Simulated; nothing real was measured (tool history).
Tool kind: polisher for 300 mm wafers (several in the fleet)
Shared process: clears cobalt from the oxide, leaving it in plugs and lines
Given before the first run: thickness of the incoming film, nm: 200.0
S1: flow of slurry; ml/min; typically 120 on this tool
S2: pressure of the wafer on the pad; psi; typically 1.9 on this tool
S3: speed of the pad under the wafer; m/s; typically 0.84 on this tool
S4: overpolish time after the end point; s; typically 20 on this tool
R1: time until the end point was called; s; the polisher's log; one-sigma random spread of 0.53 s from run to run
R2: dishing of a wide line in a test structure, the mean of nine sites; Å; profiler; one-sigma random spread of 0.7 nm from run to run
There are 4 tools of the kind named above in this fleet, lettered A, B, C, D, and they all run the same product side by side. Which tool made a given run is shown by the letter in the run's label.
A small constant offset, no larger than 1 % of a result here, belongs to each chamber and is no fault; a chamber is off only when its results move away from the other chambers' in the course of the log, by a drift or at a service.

run   hour   S1   S2    S3  S4      R1      R2
 1B   11.9  120  1.9  0.84  20  57.721  432.51
 2D   25.3  120  1.9  0.84  20  58.366  433.72
      30.5  -- chamber B: worn pad replaced by a new one
 3C   37.9  120  1.9  0.84  20  58.513   442.4
      43.9  -- chamber A: worn pad replaced by a new one
 4A   46.7  120  1.9  0.84  20  57.254  426.06
 5B   61.9  120  1.9  0.84  28   58.61  501.75
      62.5  -- chamber B: slurry nozzle cleaned
      63.5  -- chamber C: worn pad replaced by a new one
      69.8  -- chamber A: slurry nozzle cleaned
 6D   70.6  120  1.9  0.84  28  58.139  514.13
      74.6  -- chamber D: worn pad replaced by a new one
 7A   78.5  120  1.9  0.84  28  58.346     514
 8C   87.4  120  1.9  0.84  28  57.562  491.71
      92.7  -- chamber B: head pressure recalibrated
 9C  100.2  120  1.9  0.84  20  58.465  425.71
     105.9  -- chamber B: worn pad replaced by a new one
10B  109.2  120  1.9  0.84  20  57.935  426.99
11D  123.8  120  1.6  0.84  13  68.093  289.16
     125.6  -- chamber C: worn pad replaced by a new one
     129.8  -- chamber A: worn pad replaced by a new one
12A  133.3  120  1.6  0.84  13  69.952  284.81
13B  144.6  120  1.6  0.84  13  68.442  284.88
     155.1  -- chamber D: worn pad replaced by a new one
14C  155.6  120  1.6  0.84  13  68.752  287.02
15A  168.4  120  1.9  0.84  20   61.43  410.65
16D  175.8  120  1.9  0.84  20  59.203  431.15
     177.4  -- chamber B: worn pad replaced by a new one
17B  189.6  120  1.9  0.84  20  57.167  417.59
18A  197.4  120  1.9  0.84  20  61.484  413.89
     201.1  -- chamber C: worn pad replaced by a new one
19C    212  120  1.9  0.84  20  58.885  421.66
20D  220.4  120  1.9  0.84  20  59.007  430.28
     227.8  -- chamber A: worn pad replaced by a new one
21A  229.8  120  1.9  0.84  20  62.498  407.32
22C  243.6  120  1.9  0.84  20  58.419   418.3
23D  252.7  120  1.9  0.84  20  58.306  412.75
     256.6  -- chamber D: worn pad replaced by a new one
24B  259.4  120  1.9  0.84  20  58.338   436.7
     267.6  -- chamber B: worn pad replaced by a new one
25D  271.3  120  1.9  0.84  20  58.517   420.4
     280.6  -- chamber C: slurry nozzle cleaned
26C  281.8  120  1.9  0.84  20  57.302  437.32
     283.5  -- chamber C: worn pad replaced by a new one
27A  290.3  120  1.9  0.84  20      64  412.17
28B  297.6  120  1.9  0.84  20  57.997  419.25
29B  309.8  120  1.9  0.84  20   58.51  428.07
30A  316.7  120  1.9  0.84  20  64.696  401.86
     326.5  -- chamber A: worn pad replaced by a new one
31D  326.5  120  1.9  0.84  20  58.771  430.54
32C  338.3  120  1.9  0.84  20   58.01  418.86
     343.6  -- chamber A: slurry nozzle cleaned
33A  348.6  120  1.9  0.84  20  65.147   396.2
     356.7  -- chamber B: worn pad replaced by a new one
34B  360.6  105  1.9  0.84  20   59.54  430.42

Each of the 4 chambers runs these same settings next. Fill in every chamber's results:
35A  371.6  100  1.9  0.84  20   ?   ?
35B  371.6  100  1.9  0.84  20   ?   ?
35C  371.6  100  1.9  0.84  20   ?   ?
35D  371.6  100  1.9  0.84  20   ?   ?

run      R1      R2
35A  69.434  384.72
35B  60.533  414.43
35C  60.965  409.64
35D  59.127  417.51
